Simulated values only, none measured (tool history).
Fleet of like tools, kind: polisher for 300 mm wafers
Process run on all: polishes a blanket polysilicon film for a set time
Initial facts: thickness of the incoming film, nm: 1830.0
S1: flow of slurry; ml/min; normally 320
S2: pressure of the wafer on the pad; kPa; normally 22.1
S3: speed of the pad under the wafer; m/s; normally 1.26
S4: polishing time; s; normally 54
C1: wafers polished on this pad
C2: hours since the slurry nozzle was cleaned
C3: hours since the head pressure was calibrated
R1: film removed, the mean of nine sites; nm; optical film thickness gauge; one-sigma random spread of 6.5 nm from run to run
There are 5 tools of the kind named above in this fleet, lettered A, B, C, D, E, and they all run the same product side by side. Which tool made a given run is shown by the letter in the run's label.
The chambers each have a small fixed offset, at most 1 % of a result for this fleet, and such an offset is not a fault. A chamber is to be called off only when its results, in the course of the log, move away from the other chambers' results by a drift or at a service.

{"run": "1E", "day": 0.175, "S1": 320, "S2": 22.1, "S3": 1.26, "S4": 54, "C1": 657, "C2": 343.3, "C3": 80.9, "R1": 539.74}
{"run": "2D", "day": 0.308, "S1": 320, "S2": 22.1, "S3": 1.26, "S4": 54, "C1": 659, "C2": 765.9, "C3": 193.4, "R1": 544.04}
{"run": "3A", "day": 0.479, "S1": 320, "S2": 22.1, "S3": 1.26, "S4": 54, "C1": 197, "C2": 66.2, "C3": 690.3, "R1": 547.39}
{"run": "4C", "day": 0.588, "S1": 320, "S2": 22.1, "S3": 1.26, "S4": 54, "C1": 198, "C2": 321.6, "C3": 155.9, "R1": 543.57}
{"run": "5B", "day": 0.725, "S1": 320, "S2": 22.1, "S3": 1.26, "S4": 54, "C1": 619, "C2": 115.3, "C3": 285.9, "R1": 547.35}
{"run": "6E", "day": 0.875, "S1": 320, "S2": 22.1, "S3": 1.26, "S4": 54, "C1": 785, "C2": 360.1, "C3": 97.7, "R1": 542.64}
{"run": "7A", "day": 0.996, "S1": 320, "S2": 22.1, "S3": 1.26, "S4": 54, "C1": 291, "C2": 78.6, "C3": 702.7, "R1": 521.71}
{"run": "8B", "day": 1.154, "S1": 320, "S2": 22.1, "S3": 1.26, "S4": 54, "C1": 697, "C2": 125.6, "C3": 296.2, "R1": 556.49}
{"run": "9C", "day": 1.321, "S1": 320, "S2": 22.1, "S3": 1.26, "S4": 54, "C1": 331, "C2": 339.2, "C3": 173.5, "R1": 544.53}
{"run": "10D", "day": 1.454, "S1": 320, "S2": 22.1, "S3": 1.26, "S4": 54, "C1": 867, "C2": 793.4, "C3": 220.9, "R1": 544.33}
{"run": "11A", "day": 1.554, "S1": 320, "S2": 22.1, "S3": 1.26, "S4": 54, "C1": 392, "C2": 92, "C3": 716.1, "R1": 549.77}
{"run": "12E", "day": 1.633, "S1": 320, "S2": 28.3, "S3": 1.26, "S4": 54, "C1": 922, "C2": 378.3, "C3": 115.9, "R1": 692.1}
{"run": "13D", "day": 1.792, "S1": 320, "S2": 28.3, "S3": 1.26, "S4": 54, "C1": 928, "C2": 801.5, "C3": 229, "R1": 712.05}
{"run": "14C", "day": 1.892, "S1": 320, "S2": 28.3, "S3": 1.26, "S4": 54, "C1": 435, "C2": 352.9, "C3": 187.2, "R1": 687.52}
{"run": "15B", "day": 1.988, "S1": 320, "S2": 28.3, "S3": 1.26, "S4": 54, "C1": 848, "C2": 145.6, "C3": 316.2, "R1": 715.56}
{"run": "16A", "day": 2.104, "S1": 320, "S2": 28.3, "S3": 1.26, "S4": 54, "C1": 492, "C2": 105.2, "C3": 729.3, "R1": 689.78}
{"run": "17E", "day": 2.246, "S1": 320, "S2": 22.1, "S3": 1.26, "S4": 54, "C1": 1034, "C2": 393, "C3": 130.6, "R1": 525.04}
{"day": 2.333, "done": "chamber D: slurry nozzle cleaned"}
{"run": "18D", "day": 2.35, "S1": 320, "S2": 22.1, "S3": 1.26, "S4": 54, "C1": 1030, "C2": 0.5, "C3": 242.4, "R1": 541.53}
{"day": 2.446, "done": "chamber E: worn pad replaced by a new one"}
{"run": "19C", "day": 2.446, "S1": 320, "S2": 22.1, "S3": 1.26, "S4": 54, "C1": 536, "C2": 366.2, "C3": 200.5, "R1": 543.4}
{"run": "20B", "day": 2.604, "S1": 320, "S2": 22.1, "S3": 1.26, "S4": 54, "C1": 960, "C2": 160.4, "C3": 331, "R1": 542.23}
{"run": "21C", "day": 2.717, "S1": 320, "S2": 22.1, "S3": 1.26, "S4": 54, "C1": 585, "C2": 372.7, "C3": 207, "R1": 544.26}
{"run": "22D", "day": 2.888, "S1": 320, "S2": 29, "S3": 1.02, "S4": 54, "C1": 1128, "C2": 13.4, "C3": 255.3, "R1": 576.83}
{"run": "23A", "day": 2.996, "S1": 320, "S2": 29, "S3": 1.02, "S4": 54, "C1": 654, "C2": 126.6, "C3": 750.7, "R1": 584.97}
{"run": "24B", "day": 3.121, "S1": 320, "S2": 29, "S3": 1.02, "S4": 54, "C1": 1054, "C2": 172.8, "C3": 343.4, "R1": 578.53}
{"run": "25E", "day": 3.225, "S1": 320, "S2": 29, "S3": 1.02, "S4": 54, "C1": 141, "C2": 416.5, "C3": 154.1, "R1": 563.44}
{"run": "26B", "day": 3.371, "S1": 320, "S2": 29, "S3": 1.02, "S4": 54, "C1": 1099, "C2": 178.8, "C3": 349.4, "R1": 572.08}
{"run": "27E", "day": 3.454, "S1": 320, "S2": 22.1, "S3": 1.26, "S4": 54, "C1": 183, "C2": 422, "C3": 159.6, "R1": 521.48}
{"run": "28D", "day": 3.562, "S1": 320, "S2": 22.1, "S3": 1.26, "S4": 54, "C1": 1250, "C2": 29.6, "C3": 271.5, "R1": 543.8}
{"run": "29A", "day": 3.696, "S1": 320, "S2": 22.1, "S3": 1.26, "S4": 54, "C1": 781, "C2": 143.4, "C3": 767.5, "R1": 534.86}
{"run": "30C", "day": 3.788, "S1": 320, "S2": 22.1, "S3": 1.26, "S4": 54, "C1": 779, "C2": 398.4, "C3": 232.7, "R1": 532.62}
{"run": "31A", "day": 3.867, "S1": 320, "S2": 22.1, "S3": 1.26, "S4": 54, "C1": 812, "C2": 147.5, "C3": 771.6, "R1": 530.36}
{"day": 3.946, "done": "chamber B: slurry nozzle cleaned"}
{"run": "32C", "day": 4.0, "S1": 320, "S2": 29, "S3": 1.26, "S4": 54, "C1": 818, "C2": 403.5, "C3": 237.8, "R1": 705.01}
{"run": "33D", "day": 4.142, "S1": 320, "S2": 29, "S3": 1.26, "S4": 54, "C1": 1355, "C2": 43.5, "C3": 285.4, "R1": 720.91}
{"run": "34B", "day": 4.233, "S1": 320, "S2": 29, "S3": 1.26, "S4": 54, "C1": 1256, "C2": 7, "C3": 370.1, "R1": 708.57}
{"day": 4.358, "done": "chamber D: worn pad replaced by a new one"}
{"run": "35E", "day": 4.404, "S1": 320, "S2": 29, "S3": 1.26, "S4": 54, "C1": 355, "C2": 444.8, "C3": 182.4, "R1": 672.34}
{"run": "36D", "day": 4.512, "S1": 320, "S2": 29, "S3": 1.26, "S4": 54, "C1": 28, "C2": 52.4, "C3": 294.3, "R1": 726.63}
{"run": "37C", "day": 4.692, "S1": 320, "S2": 22.1, "S3": 1.26, "S4": 54, "C1": 944, "C2": 420.1, "C3": 254.4, "R1": 543.42}
{"run": "38E", "day": 4.846, "S1": 320, "S2": 22.1, "S3": 1.26, "S4": 54, "C1": 436, "C2": 455.4, "C3": 193, "R1": 511.58}
{"run": "39B", "day": 5.008, "S1": 320, "S2": 22.1, "S3": 1.26, "S4": 54, "C1": 1397, "C2": 25.6, "C3": 388.7, "R1": 556.77}
{"run": "40A", "day": 5.133, "S1": 320, "S2": 22.1, "S3": 1.26, "S4": 54, "C1": 1043, "C2": 177.9, "C3": 802, "R1": 527.33}
{"run": "41C", "day": 5.304, "S1": 320, "S2": 22.1, "S3": 1.26, "S4": 54, "C1": 1055, "C2": 434.8, "C3": 269.1, "R1": 535.62}
{"run": "42B", "day": 5.446, "S1": 320, "S2": 22.1, "S3": 1.26, "S4": 54, "C1": 1476, "C2": 36.1, "C3": 399.2, "R1": 542.78}
{"run": "43A", "day": 5.604, "S1": 320, "S2": 22.1, "S3": 1.26, "S4": 54, "C1": 1128, "C2": 189.2, "C3": 813.3, "R1": 535.46}
{"run": "44E", "day": 5.688, "S1": 320, "S2": 22.1, "S3": 1.26, "S4": 54, "C1": 589, "C2": 475.6, "C3": 213.2, "R1": 494.03}

Is one chamber out of step, is the gauge drifting, or do the chambers differ by no more than their own small offsets? For an off chamber, give its letter and the likeliest cause.

Chamber E drifts away from the others.
Likeliest cause: head's pressure below its setpoint, % = 6.75.

Below are 4 candidate recipes for chamber E's next run, each the usual settings with a change, their results shown as question marks. Which of them brings E's results back in line with what the other chambers give on the usual settings?
Allowed miss from the other chambers' usual-settings mean, per result, to count as in line: R1 23 nm
{"run": "45E-1", "day": 5.817, "S1": 320, "S2": 21.4, "S3": 1.22, "S4": 53, "R1": "?"}
{"run": "45E-2", "day": 5.817, "S1": 320, "S2": 19.3, "S3": 1.26, "S4": 54, "R1": "?"}
{"run": "45E-3", "day": 5.817, "S1": 320, "S2": 22.8, "S3": 1.3, "S4": 55, "R1": "?"}
{"run": "45E-4", "day": 5.817, "S1": 320, "S2": 23.4, "S3": 1.32, "S4": 57, "R1": "?"}

Average result of the remaining chambers running the usual settings: R1 540.69 nm
run=45E-1 R1=462.84
run=45E-2 R1=440.6
run=45E-3 R1=544.26
run=45E-4 R1=589.82
The right change is 45E-3: it brings the chamber back within the allowed miss of the others.

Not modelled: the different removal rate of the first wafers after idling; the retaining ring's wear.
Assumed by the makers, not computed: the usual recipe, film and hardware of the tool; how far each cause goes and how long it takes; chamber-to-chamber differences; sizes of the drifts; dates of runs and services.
